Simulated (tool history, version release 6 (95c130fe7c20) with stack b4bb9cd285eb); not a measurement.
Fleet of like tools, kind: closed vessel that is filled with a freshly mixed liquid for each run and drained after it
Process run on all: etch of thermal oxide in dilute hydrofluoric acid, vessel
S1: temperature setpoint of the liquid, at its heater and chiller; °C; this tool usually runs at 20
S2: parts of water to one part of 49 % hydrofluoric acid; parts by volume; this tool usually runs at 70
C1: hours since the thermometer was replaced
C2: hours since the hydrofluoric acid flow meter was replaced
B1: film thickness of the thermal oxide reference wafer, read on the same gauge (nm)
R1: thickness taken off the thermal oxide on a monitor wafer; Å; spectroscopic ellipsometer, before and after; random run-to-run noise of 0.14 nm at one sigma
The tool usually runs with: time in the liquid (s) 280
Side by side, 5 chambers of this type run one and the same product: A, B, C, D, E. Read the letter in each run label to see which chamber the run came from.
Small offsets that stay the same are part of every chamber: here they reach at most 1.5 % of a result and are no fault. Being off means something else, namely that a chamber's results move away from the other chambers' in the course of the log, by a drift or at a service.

{"run": "1D", "hour": 5.5, "S1": 20, "S2": 70, "time in the liquid (s)": 280, "C1": 594.9, "C2": 795.7, "B1": 150.03, "R1": 168.9}
{"run": "2A", "hour": 9.6, "S1": 20, "S2": 70, "time in the liquid (s)": 280, "C1": 540.1, "C2": 148.5, "B1": 150.01, "R1": 169.73}
{"run": "3B", "hour": 13.9, "S1": 20, "S2": 70, "time in the liquid (s)": 280, "C1": 2296.2, "C2": 199.1, "B1": 149.99, "R1": 175.37}
{"hour": 15.1, "done": "chamber C: hydrofluoric acid flow meter replaced"}
{"run": "4C", "hour": 19.0, "S1": 20, "S2": 70, "time in the liquid (s)": 280, "C1": 729.6, "C2": 3.9, "B1": 149.99, "R1": 169.96}
{"run": "5E", "hour": 23.0, "S1": 20, "S2": 70, "time in the liquid (s)": 280, "C1": 2252.1, "C2": 786.3, "B1": 150.01, "R1": 170.72}
{"run": "6C", "hour": 27.4, "S1": 20, "S2": 70, "time in the liquid (s)": 280, "C1": 738, "C2": 12.3, "B1": 150, "R1": 168.48}
{"run": "7E", "hour": 31.2, "S1": 20, "S2": 70, "time in the liquid (s)": 280, "C1": 2260.3, "C2": 794.5, "B1": 149.99, "R1": 169.52}
{"run": "8D", "hour": 34.6, "S1": 20, "S2": 70, "time in the liquid (s)": 280, "C1": 624, "C2": 824.8, "B1": 150.02, "R1": 170.74}
{"run": "9A", "hour": 37.8, "S1": 20, "S2": 70, "time in the liquid (s)": 280, "C1": 568.3, "C2": 176.7, "B1": 150, "R1": 167.35}
{"run": "10B", "hour": 41.7, "S1": 20, "S2": 70, "time in the liquid (s)": 280, "C1": 2324, "C2": 226.9, "B1": 149.98, "R1": 173.08}
{"run": "11A", "hour": 44.4, "S1": 20, "S2": 70, "time in the liquid (s)": 280, "C1": 574.9, "C2": 183.3, "B1": 150.02, "R1": 168.04}
{"run": "12D", "hour": 48.1, "S1": 20, "S2": 70, "time in the liquid (s)": 280, "C1": 637.5, "C2": 838.3, "B1": 149.99, "R1": 168.65}
{"run": "13E", "hour": 53.4, "S1": 20, "S2": 70, "time in the liquid (s)": 280, "C1": 2282.5, "C2": 816.7, "B1": 149.99, "R1": 171.77}
{"run": "14C", "hour": 57.6, "S1": 20, "S2": 70, "time in the liquid (s)": 280, "C1": 768.2, "C2": 42.5, "B1": 150.02, "R1": 173.21}
{"run": "15B", "hour": 62.3, "S1": 20, "S2": 70, "time in the liquid (s)": 280, "C1": 2344.6, "C2": 247.5, "B1": 149.98, "R1": 171.89}
{"run": "16D", "hour": 67.8, "S1": 20, "S2": 70, "time in the liquid (s)": 280, "C1": 657.2, "C2": 858, "B1": 149.99, "R1": 170.18}
{"run": "17E", "hour": 73.5, "S1": 20, "S2": 70, "time in the liquid (s)": 280, "C1": 2302.6, "C2": 836.8, "B1": 150.02, "R1": 171.94}
{"run": "18A", "hour": 78.8, "S1": 20, "S2": 70, "time in the liquid (s)": 280, "C1": 609.3, "C2": 217.7, "B1": 150.01, "R1": 169.8}
{"run": "19B", "hour": 81.7, "S1": 21.5, "S2": 70, "time in the liquid (s)": 375, "C1": 2364, "C2": 266.9, "B1": 149.99, "R1": 245.7}
{"run": "20C", "hour": 85.6, "S1": 21.5, "S2": 70, "time in the liquid (s)": 375, "C1": 796.2, "C2": 70.5, "B1": 150.01, "R1": 244.58}
{"run": "21C", "hour": 90.2, "S1": 21.5, "S2": 70, "time in the liquid (s)": 375, "C1": 800.8, "C2": 75.1, "B1": 149.98, "R1": 242.09}
{"run": "22E", "hour": 95.5, "S1": 21.5, "S2": 70, "time in the liquid (s)": 375, "C1": 2324.6, "C2": 858.8, "B1": 149.98, "R1": 244.47}
{"run": "23D", "hour": 101.1, "S1": 21.5, "S2": 70, "time in the liquid (s)": 375, "C1": 690.5, "C2": 891.3, "B1": 150, "R1": 246.06}
{"run": "24A", "hour": 106.7, "S1": 20, "S2": 70, "time in the liquid (s)": 280, "C1": 637.2, "C2": 245.6, "B1": 149.98, "R1": 169}
{"run": "25B", "hour": 109.7, "S1": 20, "S2": 70, "time in the liquid (s)": 280, "C1": 2392, "C2": 294.9, "B1": 150, "R1": 172.68}
{"run": "26E", "hour": 114.6, "S1": 20, "S2": 40, "time in the liquid (s)": 430, "C1": 2343.7, "C2": 877.9, "B1": 149.98, "R1": 472.58}
{"run": "27A", "hour": 117.8, "S1": 20, "S2": 40, "time in the liquid (s)": 430, "C1": 648.3, "C2": 256.7, "B1": 150.01, "R1": 471.05}
{"run": "28D", "hour": 123.4, "S1": 20, "S2": 40, "time in the liquid (s)": 430, "C1": 712.8, "C2": 913.6, "B1": 150.02, "R1": 479.4}
{"run": "29C", "hour": 127.1, "S1": 20, "S2": 40, "time in the liquid (s)": 430, "C1": 837.7, "C2": 112, "B1": 150, "R1": 478.51}
{"run": "30B", "hour": 130.7, "S1": 20, "S2": 40, "time in the liquid (s)": 430, "C1": 2413, "C2": 315.9, "B1": 150.02, "R1": 482.92}
{"run": "31B", "hour": 133.4, "S1": 20, "S2": 70, "time in the liquid (s)": 280, "C1": 2415.7, "C2": 318.6, "B1": 149.98, "R1": 171.86}
{"run": "32C", "hour": 139.0, "S1": 20, "S2": 70, "time in the liquid (s)": 280, "C1": 849.6, "C2": 123.9, "B1": 149.98, "R1": 171.63}
{"run": "33D", "hour": 143.9, "S1": 20, "S2": 70, "time in the liquid (s)": 280, "C1": 733.3, "C2": 934.1, "B1": 150.02, "R1": 173.86}
{"run": "34E", "hour": 147.2, "S1": 20, "S2": 70, "time in the liquid (s)": 280, "C1": 2376.3, "C2": 910.5, "B1": 149.97, "R1": 170.43}
{"run": "35A", "hour": 150.2, "S1": 20, "S2": 70, "time in the liquid (s)": 280, "C1": 680.7, "C2": 289.1, "B1": 150, "R1": 166.5}
{"run": "36A", "hour": 153.4, "S1": 20, "S2": 70, "time in the liquid (s)": 280, "C1": 683.9, "C2": 292.3, "B1": 150, "R1": 167.43}
{"run": "37E", "hour": 156.3, "S1": 20, "S2": 70, "time in the liquid (s)": 280, "C1": 2385.4, "C2": 919.6, "B1": 150.01, "R1": 170.72}
{"run": "38B", "hour": 161.8, "S1": 20, "S2": 70, "time in the liquid (s)": 120, "C1": 2444.1, "C2": 347, "B1": 149.99, "R1": 73.812}
{"run": "39D", "hour": 166.9, "S1": 20, "S2": 70, "time in the liquid (s)": 120, "C1": 756.3, "C2": 957.1, "B1": 149.98, "R1": 75.702}
{"run": "40C", "hour": 171.1, "S1": 20, "S2": 70, "time in the liquid (s)": 120, "C1": 881.7, "C2": 156, "B1": 150, "R1": 73.71}
{"run": "41C", "hour": 176.2, "S1": 20, "S2": 70, "time in the liquid (s)": 120, "C1": 886.8, "C2": 161.1, "B1": 149.99, "R1": 73.2}

Next, all 5 chambers run the settings below, one line each with question marks for the results. What does each chamber give?
{"run": "42A", "hour": 180.3, "S1": 20, "S2": 70, "time in the liquid (s)": 280, "R1": "?"}
{"run": "42B", "hour": 180.3, "S1": 20, "S2": 70, "time in the liquid (s)": 280, "R1": "?"}
{"run": "42C", "hour": 180.3, "S1": 20, "S2": 70, "time in the liquid (s)": 280, "R1": "?"}
{"run": "42D", "hour": 180.3, "S1": 20, "S2": 70, "time in the liquid (s)": 280, "R1": "?"}
{"run": "42E", "hour": 180.3, "S1": 20, "S2": 70, "time in the liquid (s)": 280, "R1": "?"}

run=42A R1=167.44
run=42B R1=171.06
run=42C R1=173.31
run=42D R1=176.56
run=42E R1=170.81

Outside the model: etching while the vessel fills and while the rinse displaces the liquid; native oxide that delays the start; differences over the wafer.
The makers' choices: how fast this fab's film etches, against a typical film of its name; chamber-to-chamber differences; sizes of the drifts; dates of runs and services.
